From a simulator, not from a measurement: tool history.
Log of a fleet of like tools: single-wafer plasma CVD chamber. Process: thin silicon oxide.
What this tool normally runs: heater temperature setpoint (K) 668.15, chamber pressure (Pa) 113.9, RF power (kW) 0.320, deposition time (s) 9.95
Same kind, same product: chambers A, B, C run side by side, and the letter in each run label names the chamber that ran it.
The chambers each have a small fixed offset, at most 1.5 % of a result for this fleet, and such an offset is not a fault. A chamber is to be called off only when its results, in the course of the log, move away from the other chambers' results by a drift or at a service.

| run | day | heater temperature setpoint (K) | chamber pressure (Pa) | RF power (kW) | deposition time (s) | hours since the last thermocouple change | hours since the last RF generator calibration | hours since the last manometer calibration | read-back reference wafer on the same gauge, thickness_nm | mean film thickness on the monitor wafer (Å) |
|---|---|---|---|---|---|---|---|---|---|---|
| 1B | 0.092 | 668.15 | 113.9 | 0.320 | 9.95 | 1641.2 | 130.3 | 386.4 | 16.193 | 196.98 |
| 2A | 0.250 | 668.15 | 113.9 | 0.320 | 9.95 | 25.1 | 1738.9 | 647.8 | 16.207 | 195.86 |
| 3C | 0.383 | 668.15 | 113.9 | 0.320 | 9.95 | 1078.9 | 1331.9 | 418.5 | 16.202 | 195.90 |
| 4B | 0.512 | 668.15 | 113.9 | 0.320 | 9.95 | 1651.3 | 140.4 | 396.5 | 16.188 | 196.64 |
| 5C | 0.662 | 668.15 | 113.9 | 0.320 | 9.95 | 1085.6 | 1338.6 | 425.2 | 16.197 | 198.52 |
| 6A | 0.821 | 668.15 | 113.9 | 0.320 | 9.95 | 38.8 | 1752.6 | 661.5 | 16.185 | 197.19 |
| 7B | 0.929 | 668.15 | 113.9 | 0.320 | 9.95 | 1661.3 | 150.4 | 406.5 | 16.205 | 197.98 |
| 8C | 1.071 | 668.15 | 89.3 | 0.320 | 8.01 | 1095.4 | 1348.4 | 435.0 | 16.202 | 126.49 |
| 9A | 1.158 | 668.15 | 89.3 | 0.320 | 8.01 | 46.9 | 1760.7 | 669.6 | 16.199 | 125.12 |
| 10C | 1.300 | 668.15 | 89.3 | 0.320 | 8.01 | 1100.9 | 1353.9 | 440.5 | 16.211 | 125.88 |
|  | 1.388 | chamber C: thermocouple changed; heater temperature recalibrated |
| 11B | 1.467 | 668.15 | 113.9 | 0.320 | 9.95 | 1674.2 | 163.3 | 419.4 | 16.206 | 196.54 |
| 12A | 1.575 | 668.15 | 113.9 | 0.320 | 9.95 | 56.9 | 1770.7 | 679.6 | 16.197 | 198.54 |
| 13B | 1.750 | 668.15 | 113.9 | 0.320 | 9.95 | 1681.0 | 170.1 | 426.2 | 16.197 | 197.30 |
| 14A | 1.842 | 668.15 | 113.9 | 0.320 | 9.95 | 63.3 | 1777.1 | 686.0 | 16.180 | 196.38 |
| 15C | 2.004 | 668.15 | 113.9 | 0.320 | 9.95 | 14.9 | 1370.8 | 457.4 | 16.191 | 198.96 |
| 16C | 2.146 | 668.15 | 113.9 | 0.320 | 9.95 | 18.3 | 1374.2 | 460.8 | 16.208 | 198.40 |
| 17B | 2.338 | 668.15 | 86.0 | 0.320 | 9.95 | 1695.1 | 184.2 | 440.3 | 16.205 | 148.60 |
|  | 2.404 | chamber B: thermocouple changed; heater temperature recalibrated |
| 18A | 2.483 | 668.15 | 86.0 | 0.320 | 9.95 | 78.7 | 1792.5 | 701.4 | 16.185 | 148.78 |
| 19C | 2.621 | 668.15 | 86.0 | 0.320 | 9.95 | 29.7 | 1385.6 | 472.2 | 16.200 | 149.86 |
| 20A | 2.746 | 668.15 | 113.9 | 0.320 | 9.95 | 85.0 | 1798.8 | 707.7 | 16.200 | 197.08 |
| 21B | 2.846 | 668.15 | 113.9 | 0.320 | 9.95 | 10.6 | 196.4 | 452.5 | 16.208 | 197.00 |
| 22A | 3.042 | 668.15 | 113.9 | 0.320 | 9.95 | 92.1 | 1805.9 | 714.8 | 16.208 | 195.78 |
| 23C | 3.192 | 654.15 | 113.9 | 0.320 | 9.95 | 43.4 | 1399.3 | 485.9 | 16.188 | 200.04 |
| 24B | 3.317 | 654.15 | 113.9 | 0.320 | 9.95 | 21.9 | 207.7 | 463.8 | 16.196 | 198.67 |

Next, every chamber runs the same settings. What will each give?
| 25A | 3.462 | 677.15 | 113.9 | 0.320 | 9.95 |  |  |  |  | ? |
| 25B | 3.462 | 677.15 | 113.9 | 0.320 | 9.95 |  |  |  |  | ? |
| 25C | 3.462 | 677.15 | 113.9 | 0.320 | 9.95 |  |  |  |  | ? |

| run | mean film thickness on the monitor wafer (Å) |
|---|---|
| 25A | 195.47 |
| 25B | 195.37 |
| 25C | 199.77 |

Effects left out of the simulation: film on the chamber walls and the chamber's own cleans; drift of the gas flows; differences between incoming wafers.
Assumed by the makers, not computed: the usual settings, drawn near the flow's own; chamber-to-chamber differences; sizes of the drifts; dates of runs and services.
